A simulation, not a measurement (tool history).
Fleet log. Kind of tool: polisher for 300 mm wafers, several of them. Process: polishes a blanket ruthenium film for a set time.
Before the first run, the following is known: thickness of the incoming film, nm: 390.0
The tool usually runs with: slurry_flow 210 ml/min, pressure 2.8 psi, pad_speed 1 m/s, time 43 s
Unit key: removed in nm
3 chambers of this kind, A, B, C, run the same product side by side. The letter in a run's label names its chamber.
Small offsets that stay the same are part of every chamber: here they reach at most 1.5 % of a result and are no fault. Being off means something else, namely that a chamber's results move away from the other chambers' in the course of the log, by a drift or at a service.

run   hour  slurry_flow  pressure  pad_speed  time  wafers polished on this pad  hours since the slurry nozzle was cleaned  hours since the head pressure was calibrated  removed
 1A    4.7          210       2.8          1    43                          214                                       71.6                                          76.4   80.717
 2B   10.6          210       2.8          1    43                          915                                      201.2                                         493.2   78.551
      10.7  -- chamber C: worn pad replaced by a new one
 3C   15.5          210       2.8          1    43                           79                                      614.1                                         495.8   78.579
 4B   21.3          210       2.8          1    43                         1089                                      211.9                                         503.9    79.68
 5A   25.9          210       2.8          1    43                          559                                       92.8                                          97.6   79.603
      27.6  -- chamber B: worn pad replaced by a new one
 6C   29.3          210       2.8          1    43                          303                                      627.9                                         509.6   78.921
 7A   34.2          210       2.8          1    43                          693                                      101.1                                         105.9   79.616
 8B   37.8          210       3.1          1    43                          166                                      228.4                                         520.4   87.014
      41.5  -- chamber C: worn pad replaced by a new one
 9C   43.4          210       3.1          1    43                           30                                        642                                         523.7   87.971
10B   49.3          210       3.1          1    43                          352                                      239.9                                         531.9   88.207
11C   52.1          210       3.5          1    48                          172                                      650.7                                         532.4   110.54
      54.4  -- chamber A: worn pad replaced by a new one
12A   55.7          210       3.5          1    48                           21                                      122.6                                         127.4   112.29
13B   60.5          210       3.5          1    48                          534                                      251.1                                         543.1   110.72
14A   64.5          210       2.8          1    43                          164                                      131.4                                         136.2   80.968
15C   67.3          210       2.8          1    43                          418                                      665.9                                         547.6   78.608
      68.9  -- chamber C: slurry nozzle cleaned
16A     70          210       2.8          1    43                          253                                      136.9                                         141.7   80.077
17B   75.1          210       2.8          1    43                          771                                      265.7                                         557.7   78.878
      77.6  -- chamber B: head pressure recalibrated
      78.7  -- chamber C: worn pad replaced by a new one
18C   79.2          210       2.8          1    43                            8                                       10.3                                         559.5   78.958
19B   83.2          210       2.8          1    43                          903                                      273.8                                           5.6   79.869
20C   86.1          210       2.8          1    43                          120                                       17.2                                         566.4   79.387
21A   92.2          210       2.8          1    43                          614                                      159.1                                         163.9    78.36
22B   96.5          210       2.8          1    43                         1118                                      287.1                                          18.9    80.76
23C  101.6          210       2.8          1    43                          372                                       32.7                                         581.9   80.774
24A  107.4          210       2.8          1    43                          860                                      174.3                                         179.1   77.664
     108.9  -- chamber C: worn pad replaced by a new one
25C  110.6          210       2.8          1    43                           28                                       41.7                                         590.9   79.849
26A  113.4          210       2.8          1    43                          958                                      180.3                                         185.1   78.686
     114.8  -- chamber B: worn pad replaced by a new one
27B  118.7          210       2.8          1    43                           64                                      309.3                                          41.1   79.026
     120.5  -- chamber A: worn pad replaced by a new one
28A  121.7          210       2.8          1    43                           19                                      188.6                                         193.4   75.838
29C  125.1          210       2.8          1    43                          263                                       56.2                                         605.4   79.685
30B  130.7          260       2.8          1    29                          259                                      321.3                                          53.1   54.871
31A  135.7          260       2.8          1    29                          246                                      202.6                                         207.4   52.232

Next, all 3 chambers run the settings below, one line each with question marks for the results. What does each chamber give?
32A  140.2          210       1.9          1    43                                                                                                                              ?
32B  140.2          210       1.9          1    43                                                                                                                              ?
32C  140.2          210       1.9          1    43                                                                                                                              ?

run  removed
32A    51.09
32B   54.506
32C   53.943
